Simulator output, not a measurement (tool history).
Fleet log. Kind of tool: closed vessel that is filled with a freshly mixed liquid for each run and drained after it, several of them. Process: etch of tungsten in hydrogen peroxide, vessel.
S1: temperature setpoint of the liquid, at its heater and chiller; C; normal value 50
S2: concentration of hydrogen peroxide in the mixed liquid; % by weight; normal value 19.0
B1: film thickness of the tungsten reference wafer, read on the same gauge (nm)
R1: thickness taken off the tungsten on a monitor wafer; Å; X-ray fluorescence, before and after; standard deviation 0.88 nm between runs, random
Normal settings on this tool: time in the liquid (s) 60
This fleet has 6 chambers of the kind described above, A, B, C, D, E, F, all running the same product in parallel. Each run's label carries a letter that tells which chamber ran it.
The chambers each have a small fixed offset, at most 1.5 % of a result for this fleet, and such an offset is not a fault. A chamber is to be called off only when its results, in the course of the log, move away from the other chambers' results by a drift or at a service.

Run 1A, day 0.288: usual settings; B1 130.00. Result: R1 1099.6 Å.
Run 2F, day 0.562: usual settings; B1 130.02. Result: R1 1083.3 Å.
Run 3B, day 0.954: usual settings; B1 129.97. Result: R1 1085.0 Å.
Run 4C, day 1.325: usual settings; B1 130.00. Result: R1 1076.5 Å.
Run 5E, day 1.571: usual settings; B1 129.99. Result: R1 1073.1 Å.
Run 6D, day 1.812: usual settings; B1 129.97. Result: R1 1068.8 Å.
Run 7E, day 2.250: usual settings; B1 130.02. Result: R1 1071.2 Å.
Run 8B, day 2.483: usual settings; B1 130.02. Result: R1 1086.8 Å.
Run 9C, day 2.750: usual settings but S2 21.0 % by weight; B1 130.01. Result: R1 1151.4 Å.
Run 10A, day 2.996: usual settings but S2 21.0 % by weight; B1 129.99. Result: R1 1155.1 Å.
Run 11D, day 3.333: usual settings but S2 21.0 % by weight; B1 129.98. Result: R1 1137.8 Å.
Run 12F, day 3.612: usual settings but S2 21.0 % by weight; B1 130.00. Result: R1 1148.1 Å.
Run 13E, day 3.871: usual settings but S2 21.0 % by weight; B1 130.03. Result: R1 1128.3 Å.
Run 14B, day 4.196: usual settings but S2 21.0 % by weight; B1 129.98. Result: R1 1137.7 Å.
Run 15A, day 4.558: usual settings; B1 130.00. Result: R1 1090.1 Å.
Run 16D, day 4.821: usual settings; B1 129.99. Result: R1 1084.6 Å.
Run 17C, day 5.221: usual settings; B1 129.97. Result: R1 1089.4 Å.
Run 18F, day 5.521: usual settings; B1 130.01. Result: R1 1100.8 Å.
Run 19D, day 5.821: usual settings; B1 129.99. Result: R1 1085.2 Å.
At day 5.967: chamber C: thermometer replaced.
Run 20F, day 6.167: usual settings; B1 130.01. Result: R1 1087.7 Å.
Run 21C, day 6.450: usual settings; B1 130.01. Result: R1 1112.5 Å.
Run 22E, day 6.879: usual settings; B1 130.01. Result: R1 1078.1 Å.
Run 23A, day 7.221: usual settings; B1 129.96. Result: R1 1089.5 Å.
Run 24B, day 7.429: usual settings; B1 129.99. Result: R1 1099.3 Å.
Run 25B, day 7.867: usual settings; B1 130.01. Result: R1 1089.3 Å.
Run 26D, day 8.104: usual settings; B1 130.01. Result: R1 1078.8 Å.
Run 27E, day 8.442: usual settings; B1 130.00. Result: R1 1075.9 Å.
At day 8.638: chamber B: peroxide flow meter replaced.
Run 28A, day 8.817: usual settings but S2 24.0 % by weight; B1 129.98. Result: R1 1238.2 Å.
Run 29C, day 9.200: usual settings but S2 24.0 % by weight; B1 130.01. Result: R1 1220.4 Å.
Run 30F, day 9.638: usual settings but S2 24.0 % by weight; B1 130.00. Result: R1 1240.3 Å.
Run 31B, day 9.892: usual settings but S2 24.0 % by weight; B1 130.02. Result: R1 1202.1 Å.
Run 32F, day 10.179: usual settings but S2 24.0 % by weight; B1 129.98. Result: R1 1234.8 Å.
Run 33A, day 10.579: usual settings but S2 24.0 % by weight; B1 130.02. Result: R1 1249.6 Å.
Run 34C, day 10.912: usual settings but S1 54 C, S2 21.5 % by weight; B1 130.03. Result: R1 1476.3 Å.
Run 35E, day 11.183: usual settings but S1 54 C, S2 21.5 % by weight; B1 129.98. Result: R1 1479.6 Å.
Run 36D, day 11.554: usual settings but S1 54 C, S2 21.5 % by weight; B1 129.97. Result: R1 1461.1 Å.
Run 37B, day 11.867: usual settings but S1 54 C, S2 21.5 % by weight; B1 130.03. Result: R1 1452.4 Å.
Run 38D, day 12.154: usual settings but S1 54 C, S2 21.5 % by weight; B1 130.02. Result: R1 1454.8 Å.
Run 39F, day 12.438: usual settings but S1 54 C, S2 21.5 % by weight; B1 129.98. Result: R1 1475.1 Å.
Run 40E, day 12.729: usual settings but S2 24.0 % by weight, time in the liquid (s) 90; B1 130.01. Result: R1 1828.0 Å.
Run 41C, day 13.083: usual settings but S2 24.0 % by weight, time in the liquid (s) 90; B1 129.97. Result: R1 1874.9 Å.
Run 42A, day 13.283: usual settings but S2 24.0 % by weight, time in the liquid (s) 90; B1 130.01. Result: R1 1866.6 Å.
Run 43D, day 13.492: usual settings but S2 24.0 % by weight, time in the liquid (s) 90; B1 129.98. Result: R1 1811.6 Å.
Run 44B, day 13.925: usual settings but S2 24.0 % by weight, time in the liquid (s) 90; B1 129.98. Result: R1 1816.7 Å.

Decide between three cases: one chamber stands off from its peers, the gauge reading all wafers drifts, or nothing is wrong past each chamber's small offset. Where a chamber is off, say which and what most likely put it there.

Nothing is wrong: each chamber keeps only its own small, steady offset and the gauge holds still.
